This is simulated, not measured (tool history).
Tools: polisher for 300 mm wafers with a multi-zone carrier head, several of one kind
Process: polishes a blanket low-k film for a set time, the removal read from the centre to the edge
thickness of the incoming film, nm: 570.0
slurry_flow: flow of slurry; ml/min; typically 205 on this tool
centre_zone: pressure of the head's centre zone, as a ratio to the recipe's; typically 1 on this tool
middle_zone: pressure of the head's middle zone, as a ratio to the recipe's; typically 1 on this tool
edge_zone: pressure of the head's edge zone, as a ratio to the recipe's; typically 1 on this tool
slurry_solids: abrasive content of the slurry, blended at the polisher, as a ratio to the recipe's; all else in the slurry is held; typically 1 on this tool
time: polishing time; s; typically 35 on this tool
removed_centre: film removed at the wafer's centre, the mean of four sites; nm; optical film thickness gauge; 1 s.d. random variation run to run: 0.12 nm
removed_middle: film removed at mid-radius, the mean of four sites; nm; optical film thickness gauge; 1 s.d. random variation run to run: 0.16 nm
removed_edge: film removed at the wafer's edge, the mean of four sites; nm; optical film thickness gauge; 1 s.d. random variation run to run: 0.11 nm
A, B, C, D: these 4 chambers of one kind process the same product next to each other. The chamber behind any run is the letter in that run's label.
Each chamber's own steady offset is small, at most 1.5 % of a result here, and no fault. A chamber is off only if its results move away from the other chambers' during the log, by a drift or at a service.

| run | hour | slurry_flow | centre_zone | middle_zone | edge_zone | slurry_solids | time | removed_centre | removed_middle | removed_edge |
|---|---|---|---|---|---|---|---|---|---|---|
|  | 3.1 | chamber A: worn pad replaced by a new one |
| 1B | 7 | 205 | 1 | 1 | 1 | 1 | 35 | 14.756 | 14.506 | 14.763 |
|  | 11 | chamber A: slurry nozzle cleaned |
| 2D | 16.3 | 205 | 1 | 1 | 1 | 1 | 35 | 14.936 | 14.482 | 14.558 |
| 3A | 25.7 | 205 | 1 | 1 | 1 | 1 | 35 | 14.552 | 14.946 | 14.636 |
|  | 26.7 | chamber B: worn pad replaced by a new one |
| 4C | 30.1 | 205 | 1 | 1 | 1 | 1 | 35 | 14.578 | 14.583 | 14.84 |
| 5C | 37.2 | 205 | 1 | 1 | 1 | 1 | 35 | 14.822 | 14.495 | 14.703 |
| 6B | 42.9 | 205 | 1 | 1 | 1 | 1 | 35 | 14.589 | 14.74 | 14.687 |
| 7D | 52.2 | 205 | 1 | 1 | 1 | 1 | 35 | 14.815 | 14.529 | 14.571 |
|  | 55.4 | chamber C: worn pad replaced by a new one |
|  | 58.1 | chamber D: worn pad replaced by a new one |
| 8A | 58.4 | 205 | 1 | 1 | 1 | 1 | 35 | 14.651 | 14.853 | 14.619 |
| 9A | 63.6 | 205 | 1 | 1 | 1 | 1 | 35 | 14.55 | 14.978 | 14.661 |
| 10C | 72 | 205 | 1 | 1 | 1 | 1 | 35 | 14.66 | 14.508 | 14.825 |
| 11B | 81.6 | 205 | 1.09 | 1 | 1 | 0.8 | 35 | 14.592 | 13.102 | 13.102 |
| 12D | 87 | 205 | 1.09 | 1 | 1 | 0.8 | 35 | 14.791 | 12.906 | 12.988 |
| 13A | 93.1 | 205 | 1.09 | 1 | 1 | 0.8 | 35 | 14.363 | 13.396 | 13.199 |
| 14C | 100.3 | 205 | 1.09 | 1 | 1 | 0.8 | 35 | 14.574 | 12.938 | 13.371 |
|  | 103.4 | chamber A: worn pad replaced by a new one |
| 15B | 109.2 | 205 | 1 | 1 | 1 | 1 | 35 | 14.39 | 14.775 | 14.424 |
|  | 116.1 | chamber D: worn pad replaced by a new one |
| 16D | 117.6 | 205 | 1 | 1 | 1 | 1 | 35 | 14.981 | 14.712 | 14.573 |
|  | 119.1 | chamber C: centre zone pressure recalibrated |
|  | 121.2 | chamber B: worn pad replaced by a new one |
|  | 124.5 | chamber B: edge zone pressure recalibrated |
| 17A | 125.4 | 205 | 1 | 1 | 0.94 | 1.1 | 35 | 15.38 | 15.419 | 14.869 |
| 18C | 135.2 | 205 | 1 | 1 | 0.94 | 1.1 | 35 | 14.027 | 15.192 | 14.899 |
|  | 139.1 | chamber C: worn pad replaced by a new one |
| 19B | 142.4 | 205 | 1 | 1 | 0.94 | 1.1 | 35 | 15.481 | 15.237 | 14.767 |
|  | 150.3 | chamber D: edge zone pressure recalibrated |
| 20D | 151.1 | 205 | 1 | 1 | 0.94 | 1.1 | 35 | 15.708 | 15.215 | 14.662 |
| 21D | 158.9 | 205 | 1 | 1 | 1 | 1 | 35 | 15.006 | 14.782 | 14.677 |
| 22A | 165.3 | 205 | 1 | 1 | 1 | 1 | 35 | 14.541 | 14.762 | 14.63 |
| 23B | 169.5 | 205 | 1 | 1 | 1 | 1 | 35 | 14.619 | 14.622 | 14.498 |
|  | 172.2 | chamber D: worn pad replaced by a new one |
| 24C | 174.1 | 205 | 1 | 1.05 | 1 | 1 | 35 | 13.479 | 15.503 | 14.767 |
| 25D | 179.3 | 205 | 1 | 1.05 | 1 | 1 | 35 | 14.657 | 15.293 | 14.688 |
| 26C | 186.4 | 205 | 1 | 1.05 | 1 | 1 | 35 | 13.636 | 15.053 | 14.662 |
| 27B | 192.6 | 205 | 1 | 1.05 | 1 | 1 | 35 | 14.73 | 15.124 | 14.539 |
|  | 197.2 | chamber A: worn pad replaced by a new one |
| 28A | 202.1 | 205 | 1 | 1 | 1 | 1 | 35 | 14.566 | 14.81 | 14.687 |
| 29C | 209.9 | 205 | 1 | 1 | 1 | 1 | 35 | 13.329 | 14.485 | 14.611 |
|  | 215 | chamber B: worn pad replaced by a new one |
| 30B | 217.8 | 205 | 1 | 1 | 1 | 1 | 35 | 14.683 | 14.584 | 14.788 |
|  | 224.1 | chamber C: worn pad replaced by a new one |
| 31A | 224.5 | 205 | 1 | 1 | 1 | 1 | 35 | 14.631 | 14.608 | 14.699 |
| 32D | 229.8 | 205 | 1 | 1 | 1 | 1 | 35 | 15.059 | 14.713 | 14.507 |
| 33C | 239.2 | 205 | 1 | 1 | 1 | 1 | 35 | 13.54 | 14.807 | 14.786 |
|  | 242 | chamber D: worn pad replaced by a new one |
| 34B | 247.6 | 205 | 1 | 1 | 1 | 1 | 35 | 14.78 | 14.541 | 14.764 |
| 35A | 252.2 | 205 | 1 | 1 | 1 | 1 | 35 | 14.617 | 14.712 | 14.708 |
| 36D | 261.6 | 205 | 1 | 1.11 | 1 | 0.75 | 35 | 12.86 | 14.048 | 12.484 |
| 37A | 268.9 | 205 | 1 | 1.11 | 1 | 0.75 | 35 | 12.762 | 14.224 | 12.65 |
| 38B | 277 | 205 | 1 | 1.11 | 1 | 0.75 | 35 | 12.677 | 13.852 | 12.653 |
| 39C | 285.5 | 205 | 1 | 1.11 | 1 | 0.75 | 35 | 11.462 | 14.046 | 12.756 |
|  | 286.3 | chamber B: centre zone pressure recalibrated |
| 40D | 293.5 | 205 | 1 | 1 | 1 | 1 | 35 | 14.941 | 14.717 | 14.442 |
|  | 299.9 | chamber D: worn pad replaced by a new one |
| 41B | 303 | 205 | 1 | 1 | 1 | 1 | 35 | 14.706 | 14.523 | 14.68 |
|  | 303.3 | chamber C: worn pad replaced by a new one |
| 42D | 312 | 205 | 1 | 1 | 1 | 1 | 35 | 14.485 | 14.597 | 14.597 |
| 43C | 316.7 | 205 | 1 | 1 | 1 | 1 | 35 | 13.796 | 14.81 | 14.843 |

Which is it: a chamber that has drifted or been left off by a service, a gauge drift common to all chambers, or only each chamber's usual small offset? If a chamber is off, name it and its likeliest cause.

A service left chamber C off against the others.
Cause: centre zone's pressure below its setpoint, % = 7.88.

Which of the 4 candidates below, each the usual settings with something changed and its results left as question marks, puts chamber C back in line with what the other chambers give on the usual settings?
In line here means within this much of the mean the other chambers give on the usual settings: removed_centre 0.44 nm; removed_middle 0.57 nm; removed_edge 0.37 nm
| 44C-1 | 323.7 | 210 | 1.07 | 0.99 | 0.97 | 1 | 35 | ? | ? | ? |
| 44C-2 | 323.7 | 200 | 0.93 | 1.01 | 1.03 | 1 | 35 | ? | ? | ? |
| 44C-3 | 323.7 | 195 | 0.87 | 1.01 | 1.06 | 1 | 35 | ? | ? | ? |
| 44C-4 | 323.7 | 215 | 1.15 | 0.99 | 0.94 | 1 | 35 | ? | ? | ? |

Mean of the other chambers on the usual settings: removed_centre 14.707 nm; removed_middle 14.662 nm; removed_edge 14.597 nm
| run | removed_centre | removed_middle | removed_edge |
|---|---|---|---|
| 44C-1 | 14.584 | 14.647 | 14.588 |
| 44C-2 | 12.424 | 14.821 | 14.971 |
| 44C-3 | 11.498 | 14.769 | 15.16 |
| 44C-4 | 15.821 | 14.69 | 14.39 |
With 44C-1, the chamber falls back in line with the rest.
